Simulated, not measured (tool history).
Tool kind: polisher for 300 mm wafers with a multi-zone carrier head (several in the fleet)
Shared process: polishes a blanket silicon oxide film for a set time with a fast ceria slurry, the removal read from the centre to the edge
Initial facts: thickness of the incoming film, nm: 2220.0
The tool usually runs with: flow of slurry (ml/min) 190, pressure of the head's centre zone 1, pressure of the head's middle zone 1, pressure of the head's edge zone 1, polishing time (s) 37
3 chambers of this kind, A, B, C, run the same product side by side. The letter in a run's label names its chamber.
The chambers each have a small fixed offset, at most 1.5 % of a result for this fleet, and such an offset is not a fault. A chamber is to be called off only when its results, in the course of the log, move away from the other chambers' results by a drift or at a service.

run,hour,flow of slurry (ml/min),pressure of the head's centre zone,pressure of the head's middle zone,pressure of the head's edge zone,polishing time (s),wafers polished on this pad,hours since the slurry nozzle was cleaned,hours since the centre zone pressure was calibrated,hours since the edge zone pressure was calibrated,film removed at the wafer's centre (nm),film removed at mid-radius (nm),film removed at the wafer's edge (nm)
1C,5.1,190,1,1,1,37,566,152.2,672.3,343.7,860.69,883.36,867.51
# hour 7: chamber A: worn pad replaced by a new one
2B,14,190,1,1,1,37,408,224.3,117.9,571.9,888.52,866.76,884.44
# hour 17.2: chamber A: slurry nozzle cleaned
3A,19.9,190,1,1,1,37,187,2.8,187.5,148.9,890.94,883.91,865.2
4C,27.1,190,1,1,1,37,883,174.2,694.3,365.7,871.97,877.64,873.44
5A,32.9,190,1,0.92,1,37,374,15.8,200.5,161.9,881.42,833.83,870.09
6B,38.8,190,1,0.92,1,37,765,249.1,142.7,596.7,873.95,809.84,876.36
# hour 44.5: chamber B: worn pad replaced by a new one
7B,47.4,190,1,0.92,1,37,42,257.7,151.3,605.3,875.84,827.17,878.58
8A,52.3,190,1,1,1,37,653,35.2,219.9,181.3,877.51,871.01,864.68
9C,58.5,190,1,1,1,37,1336,205.6,725.7,397.1,877.05,865.37,877.28
10A,63.6,190,1,1,1,37,816,46.5,231.2,192.6,869.96,874.83,870.38
11B,73.8,190,1,1,1,37,422,284.1,177.7,631.7,896.8,852.43,881.72
12C,82.1,190,1,1,1,37,1676,229.2,749.3,420.7,887.87,868.68,864.14
13C,88.6,190,1,1,1,37,1769,235.7,755.8,427.2,864.47,867.15,869.08
14A,99.5,190,1,1,1,37,1333,82.4,267.1,228.5,896.73,887.06,872.36
# hour 102.1: chamber A: worn pad replaced by a new one
15B,105.2,190,1,1,1,37,875,315.5,209.1,663.1,882.48,879.45,875.79
16B,110.1,190,1,1,1,37,945,320.4,214,668,879.44,879.47,879.16
# hour 110.8: chamber B: worn pad replaced by a new one
17A,118.4,190,1,1,1,37,234,101.3,286,247.4,878.28,867.5,866.55
18C,129.7,225,1,0.91,1,37,2361,276.8,796.9,468.3,867.26,800.74,860.72
19B,136.5,225,1,0.91,1,37,370,346.8,240.4,694.4,899.04,811.81,891.1
20C,143.2,225,1,0.91,1,37,2556,290.3,810.4,481.8,883.27,810.83,873.31
21A,153.6,190,1,1,1,37,742,136.5,321.2,282.6,887.55,861.45,861.82
22A,161.6,190,1,1,1,37,857,144.5,329.2,290.6,885.14,868.51,870.2
# hour 168.7: chamber B: worn pad replaced by a new one
23B,170.2,190,1,1,1,37,22,380.5,274.1,728.1,881.66,882.56,877.7
# hour 173.6: chamber C: edge zone pressure recalibrated
24C,180,190,1,1,1,37,3086,327.1,847.2,6.4,838.93,851.38,827.48
25C,187.9,190,1,1,1,37,3200,335,855.1,14.3,841.21,828.9,835.42
# hour 190.4: chamber A: edge zone pressure recalibrated
26B,198.1,190,1,1,1,37,424,408.4,302,756,884.24,859.01,877.33
# hour 199: chamber A: worn pad replaced by a new one
# hour 199.1: chamber C: centre zone pressure recalibrated
27A,205,145,1,1,0.92,37,86,187.9,372.6,14.6,849.23,841.16,798.76
28A,216.1,145,1,1,0.92,37,246,199,383.7,25.7,816.45,853.03,798.74
# hour 227.1: chamber B: worn pad replaced by a new one
29B,227.3,145,1,1,0.92,37,3,437.6,331.2,785.2,846.67,822.48,809.09
30C,238.4,190,1,1,1,37,3927,385.5,39.3,64.8,844.25,832.81,819.96
31B,246.7,190,1,1,1,37,282,457,350.6,804.6,872.04,897.26,868.89
32C,256,190,1,1,1,37,4181,403.1,56.9,82.4,814.8,825.93,810.05
33A,265.4,190,1.1,1,1,44,956,248.3,433,75,1158.9,1041,1052.4
34C,275.8,190,1.1,1,1,44,4466,422.9,76.7,102.2,1068,957.9,956.16
35A,283,190,1.1,1,1,44,1210,265.9,450.6,92.6,1151.4,1031.4,1028.2
# hour 291.5: chamber B: worn pad replaced by a new one
36B,292.4,190,1,1,1,37,13,502.7,396.3,850.3,886.99,868.07,865.33

All chambers now run identical settings, listed one chamber a line with results as question marks. What results will each chamber show?
37A,300.4,190,1,1,1,31,,,,,?,?,?
37B,300.4,190,1,1,1,31,,,,,?,?,?
37C,300.4,190,1,1,1,31,,,,,?,?,?

run,film removed at the wafer's centre (nm),film removed at mid-radius (nm),film removed at the wafer's edge (nm)
37A,741.14,732.75,728.27
37B,735.19,723,735.51
37C,669.45,670.75,666.95
